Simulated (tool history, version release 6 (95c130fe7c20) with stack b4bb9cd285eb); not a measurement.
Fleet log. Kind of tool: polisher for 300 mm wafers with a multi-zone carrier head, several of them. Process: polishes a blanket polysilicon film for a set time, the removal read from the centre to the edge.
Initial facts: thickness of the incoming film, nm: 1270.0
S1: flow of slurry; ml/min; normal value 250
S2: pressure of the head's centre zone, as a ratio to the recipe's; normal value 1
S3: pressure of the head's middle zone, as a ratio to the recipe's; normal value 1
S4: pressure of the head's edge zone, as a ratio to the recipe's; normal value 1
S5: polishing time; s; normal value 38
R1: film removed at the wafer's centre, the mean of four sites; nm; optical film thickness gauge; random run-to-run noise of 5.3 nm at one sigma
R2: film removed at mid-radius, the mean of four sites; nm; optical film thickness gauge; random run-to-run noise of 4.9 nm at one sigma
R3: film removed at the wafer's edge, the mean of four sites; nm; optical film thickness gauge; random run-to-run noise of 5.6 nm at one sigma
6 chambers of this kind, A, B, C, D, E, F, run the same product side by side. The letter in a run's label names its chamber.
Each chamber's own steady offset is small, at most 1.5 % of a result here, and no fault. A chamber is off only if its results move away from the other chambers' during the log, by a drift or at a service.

run,hour,S1,S2,S3,S4,S5,R1,R2,R3
1F,6.3,250,1,1,1,38,381.72,401.71,399.75
# hour 10.6: chamber E: worn pad replaced by a new one
2B,17,250,1,1,1,38,386.1,396.94,390.99
3D,24.9,250,1,1,1,38,396.82,389.24,403.53
4C,35.7,250,1,1,1,38,399.21,392.95,391.85
5E,45,250,1,1,1,38,388.52,401.97,379.71
# hour 45.9: chamber D: worn pad replaced by a new one
6A,51.4,250,1,1,1,38,390.5,388.18,389.24
7A,57.4,250,1,1,1,38,384.85,387.71,387.71
# hour 59.1: chamber B: edge zone pressure recalibrated
# hour 61.2: chamber B: worn pad replaced by a new one
8F,62.9,250,1,1,1,38,394.93,390.98,395.98
9B,69.3,250,1,1,1,38,391.19,392.27,389.02
# hour 78: chamber F: worn pad replaced by a new one
10E,79.7,250,1,1,1,38,398.01,391.11,381.4
# hour 86.5: chamber A: slurry nozzle cleaned
11C,87.9,250,1,1,1,38,390.52,387.5,398.85
12D,95.2,250,1,1,1,38,394.13,392.31,397.62
13C,104.3,250,1,1,1,38,386.03,390.21,403.8
14D,113.3,250,1,1,1,38,404.8,389.34,393.42
15B,119.8,250,1,1,1,38,398.62,400.74,396
# hour 126.5: chamber E: slurry nozzle cleaned
16E,128.3,250,1,1,1,38,390.42,392.6,381.47
# hour 129.7: chamber E: worn pad replaced by a new one
17F,133.9,250,1,1,1,38,394.6,391.14,389.23
# hour 143.7: chamber B: worn pad replaced by a new one
18A,144.3,250,1,1,1,38,376.63,375.11,367.44
# hour 145.7: chamber C: worn pad replaced by a new one
# hour 149.8: chamber B: centre zone pressure recalibrated
# hour 150.8: chamber A: edge zone pressure recalibrated
19A,153.6,250,1,1,1,38,369.19,373.93,370.28
20D,161.5,250,1,1,1,38,392.11,388.25,391.79
21E,168.6,250,1,1,1,38,393.54,396.22,386.82
22C,174.8,170,1,1,1.11,38,372.36,367.51,391.71
23F,180.1,170,1,1,1.11,38,370.72,374.74,406.44
24B,188.9,170,1,1,1.11,38,366.24,371.28,406.17
# hour 192.4: chamber F: worn pad replaced by a new one
# hour 192.8: chamber F: edge zone pressure recalibrated
25A,199.8,170,1,1,1.11,38,348.84,349.92,371.3
26B,205,170,1,1,1.11,38,362.23,374.47,392.77
# hour 206.4: chamber C: centre zone pressure recalibrated
27E,210.4,170,1,1,1.11,38,368.54,381.69,385.82
# hour 215.2: chamber B: worn pad replaced by a new one
28F,218.6,250,1,1,1,38,386.2,386.64,402.96
29C,227.7,250,1,1,1,38,394.35,391.53,392.86
# hour 233.7: chamber D: worn pad replaced by a new one
30D,233.8,250,1,1,1,38,402.04,389.96,396.05
31B,238.9,250,1,1,1,38,385.73,392.57,395.54
# hour 248.9: chamber E: worn pad replaced by a new one
32D,249.3,250,1,1,1,38,391.87,394.79,402.91
33A,257.7,250,1,1,1,38,357.74,359.28,353.97
34F,268,250,1,1,1,38,382.67,384.34,387.36
35C,275.5,250,1,1,1,38,404.16,395.72,398.94
# hour 276.5: chamber F: slurry nozzle cleaned
36E,281.9,250,1,1,1,38,398.08,393.55,394.86
37A,287.4,250,1,1,1,38,356.9,359.57,347.08
# hour 295.5: chamber B: worn pad replaced by a new one
38E,297.2,250,1,1,1,38,394.04,390.17,395.05
39B,307,315,1,1,1,38,397.69,401.47,386.87
# hour 308: chamber F: worn pad replaced by a new one
40C,312.9,315,1,1,1,38,390.18,395,400.01
41D,320.9,315,1,1,1,38,398.78,409.76,414.3
42F,328.2,315,1,1,1,38,400.03,398.66,391.9
43A,336.1,315,1,1,1,38,349.87,358.43,345.05

Which is it: a chamber that has drifted or been left off by a service, a gauge drift common to all chambers, or only each chamber's usual small offset? If a chamber is off, name it and its likeliest cause.

It is chamber A that slowly wanders off from its peers.
Likeliest cause: removal rate lost through wear of the pad, % = 11.9.

Below are 4 candidate recipes for chamber A's next run, each the usual settings with a change, their results shown as question marks. Which of them brings A's results back in line with what the other chambers give on the usual settings?
In line here means within this much of the mean the other chambers give on the usual settings: R1 18 nm; R2 17 nm; R3 19 nm
44A-1,344.1,250,1,1,1,39,?,?,?
44A-2,344.1,250,1,1,0.99,34,?,?,?
44A-3,344.1,250,1,1,1,37,?,?,?
44A-4,344.1,255,1,1,1.01,43,?,?,?

Mean of the other chambers on the usual settings: R1 390.53 nm; R2 391.56 nm; R3 391.4 nm
run,R1,R2,R3
44A-1,355.1,354.61,355.82
44A-2,309.57,309.16,308.58
44A-3,336.89,336.43,337.57
44A-4,392.49,391.85,395.01
44A-4 brings the chamber back in line.
